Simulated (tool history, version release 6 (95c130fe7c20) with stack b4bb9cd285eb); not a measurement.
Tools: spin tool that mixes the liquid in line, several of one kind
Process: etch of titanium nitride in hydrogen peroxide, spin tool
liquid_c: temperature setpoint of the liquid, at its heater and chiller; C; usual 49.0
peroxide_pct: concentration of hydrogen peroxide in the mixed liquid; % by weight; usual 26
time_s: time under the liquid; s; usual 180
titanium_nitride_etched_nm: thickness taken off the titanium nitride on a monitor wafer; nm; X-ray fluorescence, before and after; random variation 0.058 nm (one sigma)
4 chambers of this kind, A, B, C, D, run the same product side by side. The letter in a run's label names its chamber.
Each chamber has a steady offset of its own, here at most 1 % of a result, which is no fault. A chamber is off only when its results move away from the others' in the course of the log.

run	hour	liquid_c	peroxide_pct	time_s	hours since the thermometer was replaced	hours since the peroxide flow meter was replaced	hours since the heated supply line was repaired	hours since the drum of peroxide was connected	read-back film thickness of the titanium nitride reference wafer, read on the same gauge (nm)	titanium_nitride_etched_nm
1D	11.2	49.0	26	180	503.8	766.8	1149.1	978.8	29.996	8.9666
# hour 21.1: chamber A: heated supply line repaired
2C	21.2	49.0	26	180	799.4	1990.9	799.4	717.1	29.981	9.1071
# hour 29.3: chamber C: new drum of peroxide connected
3B	31.8	49.0	26	180	561.8	305.9	2214.5	200.2	29.994	9.2095
4A	37.4	49.0	26	180	485.6	494.2	16.4	967.5	29.978	9.0918
5B	45.0	49.0	26	180	575.0	319.1	2227.7	213.4	30.000	9.1808
6A	54.1	49.0	26	180	502.3	510.9	33.1	984.2	30.016	8.9833
7C	62.8	44.5	26	180	841.0	2032.5	841.0	33.6	30.005	6.5872
# hour 65.4: chamber D: thermometer replaced
8D	70.4	44.5	26	180	5.1	826.0	1208.3	1038.0	30.013	6.6847
9A	76.0	44.5	26	180	524.2	532.8	55.0	1006.1	30.004	6.4784
10C	82.0	44.5	26	180	860.2	2051.7	860.2	52.8	30.003	6.5804
11D	89.3	57.0	30	180	24.0	844.9	1227.2	1056.9	30.010	16.5390
12B	94.8	57.0	30	180	624.8	368.9	2277.5	263.2	29.997	16.8260
13A	101.8	57.0	30	180	550.0	558.6	80.8	1031.9	30.017	16.4870
14C	108.5	57.0	30	180	886.7	2078.2	886.7	79.3	30.000	16.4570
15D	114.1	49.0	26	180	48.8	869.7	1252.0	1081.7	29.997	9.1058
16B	123.8	49.0	26	180	653.8	397.9	2306.5	292.2	29.994	9.0024
17C	133.6	49.0	26	180	911.8	2103.3	911.8	104.4	29.992	9.1302
18B	145.1	49.0	26	180	675.1	419.2	2327.8	313.5	30.001	9.0762
19A	156.5	40.0	19	180	604.7	613.3	135.5	1086.6	30.014	4.3552
20D	164.6	40.0	19	180	99.3	920.2	1302.5	1132.2	30.017	4.3490
21B	172.5	40.0	19	180	702.5	446.6	2355.2	340.9	30.002	4.3451
22C	180.9	40.0	19	180	959.1	2150.6	959.1	151.7	30.002	4.4060
23A	186.8	49.0	26	180	635.0	643.6	165.8	1116.9	30.009	9.1346
24D	197.3	52.5	26	180	132.0	952.9	1335.2	1164.9	29.970	11.6890
25A	208.0	52.5	26	180	656.2	664.8	187.0	1138.1	30.006	11.7000
26D	218.9	52.5	26	180	153.6	974.5	1356.8	1186.5	29.995	11.6310
27B	229.3	52.5	26	180	759.3	503.4	2412.0	397.7	30.002	11.8110

Next, every chamber runs the same settings. What will each give?
28A	237.5	49.0	26	180						?
28B	237.5	49.0	26	180						?
28C	237.5	49.0	26	180						?
28D	237.5	49.0	26	180						?

run	titanium_nitride_etched_nm
28A	8.9583
28B	9.1621
28C	9.1500
28D	9.0946

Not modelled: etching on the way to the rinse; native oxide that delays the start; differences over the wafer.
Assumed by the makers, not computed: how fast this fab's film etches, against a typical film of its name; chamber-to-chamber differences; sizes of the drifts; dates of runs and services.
